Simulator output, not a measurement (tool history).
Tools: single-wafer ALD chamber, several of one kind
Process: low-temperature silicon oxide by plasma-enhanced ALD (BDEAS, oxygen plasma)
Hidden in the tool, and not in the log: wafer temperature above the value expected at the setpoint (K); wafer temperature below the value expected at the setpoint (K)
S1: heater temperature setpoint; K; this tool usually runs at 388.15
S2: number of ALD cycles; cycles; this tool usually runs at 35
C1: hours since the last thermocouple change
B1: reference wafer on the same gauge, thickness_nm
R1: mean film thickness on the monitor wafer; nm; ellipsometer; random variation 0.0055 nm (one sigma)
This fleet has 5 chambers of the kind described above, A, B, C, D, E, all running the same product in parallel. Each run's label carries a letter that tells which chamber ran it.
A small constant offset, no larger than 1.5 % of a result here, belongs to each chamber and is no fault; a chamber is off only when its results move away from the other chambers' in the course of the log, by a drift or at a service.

| run | day | S1 | S2 | C1 | B1 | R1 |
|---|---|---|---|---|---|---|
| 1D | 0.475 | 388.15 | 35 | 595.9 | 5.5477 | 4.8667 |
| 2C | 0.9 | 388.15 | 35 | 49.1 | 5.549 | 4.8687 |
| 3B | 1.375 | 388.15 | 35 | 1028.7 | 5.5475 | 4.9008 |
| 4A | 1.862 | 388.15 | 35 | 1673.1 | 5.5476 | 4.9062 |
| 5E | 2.183 | 388.15 | 35 | 121.2 | 5.5473 | 4.8277 |
| 6A | 2.483 | 388.15 | 35 | 1688 | 5.5467 | 4.9052 |
| 7B | 3.112 | 388.15 | 35 | 1070.4 | 5.5467 | 4.911 |
| 8D | 3.542 | 388.15 | 35 | 669.5 | 5.5433 | 4.8581 |
| 9E | 3.871 | 388.15 | 35 | 161.7 | 5.5454 | 4.8336 |
| 10C | 4.296 | 388.15 | 35 | 130.6 | 5.5421 | 4.877 |
| 11B | 4.792 | 388.15 | 35 | 1110.7 | 5.542 | 4.9068 |
| 12E | 5.279 | 388.15 | 35 | 195.5 | 5.5427 | 4.8284 |
| 13A | 5.588 | 388.15 | 35 | 1762.5 | 5.5416 | 4.8964 |
| 14C | 5.908 | 388.15 | 35 | 169.3 | 5.5407 | 4.8925 |
|  | 5.95 | chamber B: thermocouple changed; heater temperature recalibrated |
| 15D | 6.354 | 388.15 | 31 | 737 | 5.5391 | 4.3018 |
| 16B | 6.688 | 388.15 | 31 | 17.8 | 5.5396 | 4.3447 |
| 17E | 7.092 | 388.15 | 31 | 239 | 5.5389 | 4.2707 |
| 18A | 7.479 | 388.15 | 31 | 1807.9 | 5.5377 | 4.3386 |
| 19C | 7.808 | 388.15 | 31 | 214.9 | 5.5375 | 4.3183 |
| 20D | 8.088 | 388.15 | 35 | 778.6 | 5.5379 | 4.8554 |
| 21D | 8.583 | 388.15 | 35 | 790.5 | 5.5367 | 4.8571 |
| 22A | 9.112 | 382.15 | 33 | 1847.1 | 5.5359 | 4.6598 |
| 23C | 9.675 | 382.15 | 33 | 259.7 | 5.5343 | 4.6548 |
| 24E | 10.267 | 382.15 | 33 | 315.2 | 5.5355 | 4.5914 |
| 25B | 10.546 | 382.15 | 33 | 110.4 | 5.5352 | 4.6738 |
|  | 10.721 | chamber A: thermocouple changed; heater temperature recalibrated |
| 26C | 10.904 | 382.15 | 33 | 289.2 | 5.5353 | 4.6403 |
| 27D | 11.462 | 393.15 | 35 | 859.6 | 5.5324 | 4.7919 |
| 28B | 11.983 | 393.15 | 35 | 144.9 | 5.5315 | 4.864 |
| 29A | 12.292 | 393.15 | 35 | 37.8 | 5.5321 | 4.8413 |
| 30E | 12.575 | 393.15 | 35 | 370.6 | 5.5315 | 4.7727 |
| 31C | 12.912 | 393.15 | 35 | 337.4 | 5.5301 | 4.8193 |
| 32D | 13.192 | 388.15 | 35 | 901.1 | 5.5292 | 4.8421 |
| 33B | 13.825 | 376.15 | 35 | 189.1 | 5.5294 | 5.0058 |
| 34A | 14.412 | 376.15 | 35 | 88.7 | 5.5302 | 5.0126 |
| 35E | 14.954 | 376.15 | 35 | 427.7 | 5.5269 | 4.9117 |
| 36B | 15.388 | 376.15 | 35 | 226.6 | 5.5261 | 4.9989 |
| 37A | 15.829 | 376.15 | 35 | 122.7 | 5.5262 | 4.9967 |
| 38E | 16.3 | 388.15 | 38 | 460 | 5.5249 | 5.2184 |
| 39C | 16.808 | 388.15 | 38 | 430.9 | 5.5246 | 5.2752 |

Has any chamber moved away from the others, gradually or after a service, or does the common gauge drift, or do the chambers differ only by their own small steady offsets? State the chamber and the most likely cause if one applies.

It is the gauge, not a chamber: its drift shows up in every chamber's results at once, and no chamber is off.
What lies behind it: gauge reads low (%) = 0.466.
